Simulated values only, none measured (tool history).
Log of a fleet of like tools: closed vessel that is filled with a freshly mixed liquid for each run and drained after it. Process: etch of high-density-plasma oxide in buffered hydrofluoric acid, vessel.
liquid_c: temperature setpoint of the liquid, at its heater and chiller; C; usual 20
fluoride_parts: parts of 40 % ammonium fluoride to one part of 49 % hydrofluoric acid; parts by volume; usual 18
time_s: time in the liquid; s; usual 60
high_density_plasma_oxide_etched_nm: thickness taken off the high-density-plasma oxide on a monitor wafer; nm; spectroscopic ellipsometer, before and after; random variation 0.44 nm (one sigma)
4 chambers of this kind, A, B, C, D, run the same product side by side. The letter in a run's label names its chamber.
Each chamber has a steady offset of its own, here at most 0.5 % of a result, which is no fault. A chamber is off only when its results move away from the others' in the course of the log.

| run | hour | liquid_c | fluoride_parts | time_s | hours since the thermometer was replaced | hours since the hydrofluoric acid flow meter was replaced | read-back film thickness of the high-density-plasma oxide reference wafer, read on the same gauge (nm) | high_density_plasma_oxide_etched_nm |
|---|---|---|---|---|---|---|---|---|
| 1D | 12.8 | 20 | 18 | 60 | 761.9 | 478.5 | 70.004 | 57.816 |
| 2A | 20.6 | 20 | 18 | 60 | 1668.3 | 519.6 | 69.989 | 57.112 |
| 3B | 27.9 | 20 | 18 | 60 | 552.4 | 663.3 | 69.998 | 57.552 |
| 4C | 37.8 | 20 | 18 | 60 | 126.2 | 287.6 | 70.018 | 57.509 |
| 5D | 46.3 | 20 | 18 | 60 | 795.4 | 512 | 69.987 | 57.245 |
| 6A | 61.3 | 20 | 18 | 60 | 1709 | 560.3 | 70.018 | 57.035 |
| 7B | 70.8 | 20 | 18 | 60 | 595.3 | 706.2 | 69.962 | 57.347 |
| 8C | 79.5 | 20 | 18 | 60 | 167.9 | 329.3 | 70.017 | 57.359 |
| 9D | 93.7 | 17 | 18 | 60 | 842.8 | 559.4 | 70.02 | 48.455 |
| 10C | 107.2 | 17 | 18 | 60 | 195.6 | 357 | 69.989 | 49.567 |
| 11B | 120.4 | 17 | 18 | 60 | 644.9 | 755.8 | 70.006 | 48.017 |
| 12A | 130.4 | 17 | 18 | 60 | 1778.1 | 629.4 | 69.968 | 48.092 |
| 13A | 138.2 | 20 | 18 | 60 | 1785.9 | 637.2 | 70.014 | 56.84 |
| 14D | 149.3 | 20 | 18 | 60 | 898.4 | 615 | 70.008 | 57.344 |
| 15B | 160.1 | 20 | 18 | 60 | 684.6 | 795.5 | 69.994 | 56.166 |
| 16C | 173.2 | 20 | 12 | 30 | 261.6 | 423 | 69.972 | 43.39 |
| 17B | 186.7 | 20 | 12 | 30 | 711.2 | 822.1 | 70.021 | 42.19 |
|  | 194.1 | chamber D: thermometer replaced |
| 18C | 195.2 | 20 | 12 | 30 | 283.6 | 445 | 70.041 | 43.047 |
| 19D | 206.2 | 20 | 12 | 30 | 12.2 | 671.9 | 69.97 | 43.207 |
| 20A | 217.6 | 20 | 18 | 60 | 1865.3 | 716.6 | 70.025 | 57.251 |
| 21B | 228.7 | 20 | 18 | 60 | 753.2 | 864.1 | 70.014 | 55.359 |
| 22C | 237.2 | 20 | 18 | 60 | 325.6 | 487 | 70.001 | 57.36 |
| 23D | 248.9 | 20 | 18 | 60 | 54.9 | 714.6 | 70 | 58.032 |
| 24A | 259.7 | 20 | 18 | 60 | 1907.4 | 758.7 | 70.025 | 57.547 |
| 25A | 268.1 | 20 | 18 | 60 | 1915.8 | 767.1 | 70.015 | 57.747 |
| 26B | 275.4 | 20 | 18 | 60 | 799.9 | 910.8 | 69.996 | 54.293 |
| 27C | 286 | 20 | 18 | 60 | 374.4 | 535.8 | 69.983 | 57.082 |
| 28D | 298.9 | 20 | 18 | 60 | 104.9 | 764.6 | 69.999 | 57.025 |
| 29B | 311.7 | 20 | 18 | 60 | 836.2 | 947.1 | 70.017 | 54.847 |
| 30A | 321.4 | 22 | 18 | 75 | 1969.1 | 820.4 | 70.021 | 79.007 |
| 31C | 330.8 | 22 | 18 | 75 | 419.2 | 580.6 | 69.983 | 80.258 |
| 32D | 338.2 | 22 | 18 | 75 | 144.2 | 803.9 | 69.993 | 79.747 |
| 33A | 349.9 | 22 | 18 | 75 | 1997.6 | 848.9 | 69.973 | 79.691 |
| 34B | 361.3 | 20 | 18 | 60 | 885.8 | 996.7 | 70.04 | 53.952 |
| 35D | 374.9 | 20 | 18 | 60 | 180.9 | 840.6 | 69.959 | 57.369 |
| 36C | 384.2 | 20 | 18 | 60 | 472.6 | 634 | 69.974 | 57.448 |
| 37C | 395.6 | 22.5 | 18 | 45 | 484 | 645.4 | 70.021 | 49.167 |
| 38B | 410.2 | 22.5 | 18 | 45 | 934.7 | 1045.6 | 70.038 | 45.613 |
| 39D | 425.7 | 22.5 | 18 | 45 | 231.7 | 891.4 | 69.987 | 49.277 |
| 40A | 435.7 | 22.5 | 18 | 45 | 2083.4 | 934.7 | 70.002 | 49.559 |

What goes on in this fleet: one chamber off, a drifting gauge, or nothing beyond the chambers' own small offsets? Name the chamber and the cause, if any.

Chamber B drifts away from the others.
Cause: hydrofluoric acid flow below the setpoint (%) = 7.91.
The log may not tell that from: liquid colder than its thermometer reads (K).

Here are 4 candidates for chamber B's next run, each the usual settings with a change, their results left as question marks. Which one brings its results back in line with what the others give on the usual settings?
In line means no further than this from the other chambers' mean on the usual settings: high_density_plasma_oxide_etched_nm 1.5 nm
| 41B-1 | 447 | 20 | 20 | 60 |  |  |  | ? |
| 41B-2 | 447 | 20.5 | 18 | 70 |  |  |  | ? |
| 41B-3 | 447 | 18.5 | 20.5 | 60 |  |  |  | ? |
| 41B-4 | 447 | 20 | 16.5 | 60 |  |  |  | ? |

The other chambers' mean on the usual settings: high_density_plasma_oxide_etched_nm 57.382 nm
| run | high_density_plasma_oxide_etched_nm |
|---|---|
| 41B-1 | 48.791 |
| 41B-2 | 63.439 |
| 41B-3 | 44.087 |
| 41B-4 | 57.682 |
41B-4 brings the chamber back in line.
